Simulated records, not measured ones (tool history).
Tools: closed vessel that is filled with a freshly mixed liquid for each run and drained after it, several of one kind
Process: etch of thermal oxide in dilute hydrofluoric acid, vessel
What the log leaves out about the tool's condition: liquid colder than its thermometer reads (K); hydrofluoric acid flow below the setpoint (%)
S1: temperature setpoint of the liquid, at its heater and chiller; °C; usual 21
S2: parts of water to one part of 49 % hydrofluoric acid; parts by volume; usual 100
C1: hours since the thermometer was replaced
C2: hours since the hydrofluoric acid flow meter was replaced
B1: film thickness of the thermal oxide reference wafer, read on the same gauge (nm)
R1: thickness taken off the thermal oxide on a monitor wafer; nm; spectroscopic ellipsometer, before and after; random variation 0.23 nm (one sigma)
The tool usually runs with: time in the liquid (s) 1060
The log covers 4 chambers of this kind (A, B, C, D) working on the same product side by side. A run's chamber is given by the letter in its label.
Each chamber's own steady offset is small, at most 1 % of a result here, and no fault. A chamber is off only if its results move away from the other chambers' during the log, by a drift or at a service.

Run 1D, hour 4.1: usual settings; C1 1424.1; C2 79.3; B1 80.001. Result: R1 44.063 nm.
Run 2B, hour 7.9: usual settings; C1 592.9; C2 1341.6; B1 79.989. Result: R1 43.697 nm.
Run 3A, hour 11.7: usual settings; C1 181.0; C2 399.3; B1 79.993. Result: R1 44.372 nm.
Run 4C, hour 13.9: usual settings; C1 555.4; C2 765.4; B1 79.997. Result: R1 43.774 nm.
Run 5D, hour 16.9: usual settings; C1 1436.9; C2 92.1; B1 80.019. Result: R1 44.289 nm.
Run 6A, hour 20.0: usual settings but time in the liquid (s) 1460; C1 189.3; C2 407.6; B1 80.004. Result: R1 61.043 nm.
Run 7B, hour 24.0: usual settings but time in the liquid (s) 1460; C1 609.0; C2 1357.7; B1 79.994. Result: R1 60.062 nm.
Run 8C, hour 27.0: usual settings but time in the liquid (s) 1460; C1 568.5; C2 778.5; B1 79.999. Result: R1 61.200 nm.
Run 9B, hour 29.8: usual settings but time in the liquid (s) 1460; C1 614.8; C2 1363.5; B1 80.016. Result: R1 60.443 nm.
Run 10C, hour 31.8: usual settings; C1 573.3; C2 783.3; B1 80.001. Result: R1 43.735 nm.
Run 11A, hour 33.8: usual settings but S2 135 parts by volume; C1 203.1; C2 421.4; B1 79.998. Result: R1 31.451 nm.
Run 12D, hour 36.0: usual settings but S2 135 parts by volume; C1 1456.0; C2 111.2; B1 79.987. Result: R1 31.158 nm.
Run 13C, hour 38.3: usual settings but S2 135 parts by volume; C1 579.8; C2 789.8; B1 80.009. Result: R1 31.308 nm.
Run 14D, hour 40.8: usual settings but S2 135 parts by volume; C1 1460.8; C2 116.0; B1 80.004. Result: R1 31.031 nm.
Run 15A, hour 43.6: usual settings; C1 212.9; C2 431.2; B1 80.012. Result: R1 44.118 nm.
Run 16B, hour 47.4: usual settings; C1 632.4; C2 1381.1; B1 79.998. Result: R1 43.954 nm.
Run 17B, hour 50.2: usual settings; C1 635.2; C2 1383.9; B1 79.997. Result: R1 43.883 nm.
Run 18C, hour 52.5: usual settings; C1 594.0; C2 804.0; B1 79.998. Result: R1 44.159 nm.
Run 19A, hour 56.0: usual settings; C1 225.3; C2 443.6; B1 80.013. Result: R1 44.358 nm.
Run 20D, hour 60.0: usual settings; C1 1480.0; C2 135.2; B1 79.987. Result: R1 43.344 nm.
Run 21A, hour 63.9: usual settings; C1 233.2; C2 451.5; B1 80.000. Result: R1 43.979 nm.
Run 22C, hour 66.8: usual settings; C1 608.3; C2 818.3; B1 80.007. Result: R1 44.329 nm.
Run 23B, hour 70.6: usual settings; C1 655.6; C2 1404.3; B1 79.990. Result: R1 43.756 nm.
Run 24D, hour 72.8: usual settings; C1 1492.8; C2 148.0; B1 80.003. Result: R1 43.286 nm.
Run 25B, hour 75.3: usual settings; C1 660.3; C2 1409.0; B1 80.016. Result: R1 43.898 nm.
Run 26D, hour 77.3: usual settings; C1 1497.3; C2 152.5; B1 80.009. Result: R1 42.852 nm.
Run 27A, hour 80.2: usual settings; C1 249.5; C2 467.8; B1 80.022. Result: R1 43.912 nm.
Run 28C, hour 82.2: usual settings but S2 150 parts by volume, time in the liquid (s) 595; C1 623.7; C2 833.7; B1 80.000. Result: R1 15.692 nm.
Run 29A, hour 84.2: usual settings but S2 150 parts by volume, time in the liquid (s) 595; C1 253.5; C2 471.8; B1 80.013. Result: R1 15.351 nm.
Run 30D, hour 87.9: usual settings but S2 150 parts by volume, time in the liquid (s) 595; C1 1507.9; C2 163.1; B1 80.005. Result: R1 15.167 nm.
Run 31B, hour 90.5: usual settings but S2 150 parts by volume, time in the liquid (s) 595; C1 675.5; C2 1424.2; B1 80.004. Result: R1 15.601 nm.
Run 32C, hour 93.6: usual settings; C1 635.1; C2 845.1; B1 80.001. Result: R1 44.071 nm.
Run 33C, hour 96.8: usual settings; C1 638.3; C2 848.3; B1 80.003. Result: R1 44.093 nm.
Run 34B, hour 99.9: usual settings; C1 684.9; C2 1433.6; B1 79.998. Result: R1 44.165 nm.
Run 35A, hour 103.0: usual settings; C1 272.3; C2 490.6; B1 79.996. Result: R1 44.154 nm.
Run 36D, hour 107.2: usual settings; C1 1527.2; C2 182.4; B1 79.991. Result: R1 42.561 nm.
Run 37C, hour 109.4: usual settings; C1 650.9; C2 860.9; B1 79.993. Result: R1 44.641 nm.

All 4 chambers run these settings next. Forecast each chamber's results:
Run 38A, hour 112.5: usual settings but S1 19 °C. Result: R1 ?.
Run 38B, hour 112.5: usual settings but S1 19 °C. Result: R1 ?.
Run 38C, hour 112.5: usual settings but S1 19 °C. Result: R1 ?.
Run 38D, hour 112.5: usual settings but S1 19 °C. Result: R1 ?.

run      R1
38A  40.843
38B  40.336
38C  40.575
38D  38.929
